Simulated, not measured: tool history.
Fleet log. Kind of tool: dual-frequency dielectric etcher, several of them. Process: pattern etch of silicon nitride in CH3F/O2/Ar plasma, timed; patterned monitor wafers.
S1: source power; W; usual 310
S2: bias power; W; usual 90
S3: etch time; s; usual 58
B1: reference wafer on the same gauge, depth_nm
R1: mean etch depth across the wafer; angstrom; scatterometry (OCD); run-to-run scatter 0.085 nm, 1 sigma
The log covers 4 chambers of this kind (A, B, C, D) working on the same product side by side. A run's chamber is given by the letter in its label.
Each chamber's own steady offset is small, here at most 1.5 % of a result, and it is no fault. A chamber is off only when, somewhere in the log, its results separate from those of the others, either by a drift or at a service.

run 1C hour=15.2 | S1=310 S2=90 S3=58 | B1=33.504 | R1=400.41
run 2D hour=28.8 | S1=310 S2=90 S3=58 | B1=33.516 | R1=395.27
run 3B hour=40.5 | S1=310 S2=90 S3=58 | B1=33.5 | R1=399.39
run 4A hour=53 | S1=310 S2=90 S3=58 | B1=33.497 | R1=397.39
run 5A hour=61.7 | S1=310 S2=90 S3=58 | B1=33.504 | R1=398.05
run 6D hour=73.6 | S1=310 S2=90 S3=58 | B1=33.505 | R1=395.94
-- hour=78.6 chamber B: wet clean of the chamber
run 7B hour=82.8 | S1=310 S2=90 S3=58 | B1=33.492 | R1=399.94
run 8C hour=92 | S1=310 S2=90 S3=58 | B1=33.481 | R1=399
run 9A hour=103.9 | S1=310 S2=90 S3=58 | B1=33.501 | R1=398.75
run 10D hour=119.8 | S1=310 S2=90 S3=58 | B1=33.498 | R1=396.3
run 11B hour=133.9 | S1=310 S2=90 S3=58 | B1=33.487 | R1=400.36
-- hour=135.8 chamber A: source power generator calibrated
-- hour=136.2 chamber D: wet clean of the chamber
run 12C hour=143.8 | S1=310 S2=90 S3=58 | B1=33.493 | R1=401.29
run 13D hour=159.6 | S1=310 S2=90 S3=58 | B1=33.513 | R1=394.96
run 14C hour=170.9 | S1=310 S2=77 S3=46.5 | B1=33.498 | R1=303.86
run 15A hour=186.9 | S1=310 S2=77 S3=46.5 | B1=33.505 | R1=304.77
run 16B hour=202.5 | S1=310 S2=77 S3=46.5 | B1=33.496 | R1=302.91
run 17C hour=215 | S1=310 S2=77 S3=46.5 | B1=33.489 | R1=303.42
run 18D hour=222.8 | S1=310 S2=90 S3=58 | B1=33.5 | R1=395.26
run 19A hour=232.9 | S1=310 S2=90 S3=58 | B1=33.508 | R1=402.88
run 20B hour=241.2 | S1=310 S2=90 S3=58 | B1=33.5 | R1=399.57
run 21C hour=250.2 | S1=310 S2=90 S3=58 | B1=33.516 | R1=399.05
run 22D hour=264.4 | S1=310 S2=90 S3=58 | B1=33.506 | R1=395.39
run 23B hour=278.4 | S1=310 S2=90 S3=58 | B1=33.521 | R1=400.01
run 24A hour=289.2 | S1=310 S2=90 S3=58 | B1=33.488 | R1=401.71
run 25D hour=305.4 | S1=310 S2=90 S3=58 | B1=33.513 | R1=396.22
run 26B hour=319.8 | S1=310 S2=90 S3=65.5 | B1=33.507 | R1=453.1
-- hour=321.6 chamber C: wet clean of the chamber
run 27C hour=334 | S1=310 S2=90 S3=65.5 | B1=33.498 | R1=450.15
run 28A hour=349.3 | S1=310 S2=90 S3=65.5 | B1=33.499 | R1=454.37
run 29C hour=356.7 | S1=310 S2=90 S3=65.5 | B1=33.507 | R1=451.99
run 30A hour=367 | S1=310 S2=90 S3=58 | B1=33.491 | R1=402.66
run 31D hour=381.5 | S1=310 S2=90 S3=58 | B1=33.491 | R1=394.48

For the next run the whole fleet of 4 chambers uses the same settings. Give each chamber's results:
run 32A hour=393.5 | S1=310 S2=107 S3=58 | R1=?
run 32B hour=393.5 | S1=310 S2=107 S3=58 | R1=?
run 32C hour=393.5 | S1=310 S2=107 S3=58 | R1=?
run 32D hour=393.5 | S1=310 S2=107 S3=58 | R1=?

run=32A R1=431.57
run=32B R1=425.47
run=32C R1=425.36
run=32D R1=421.7
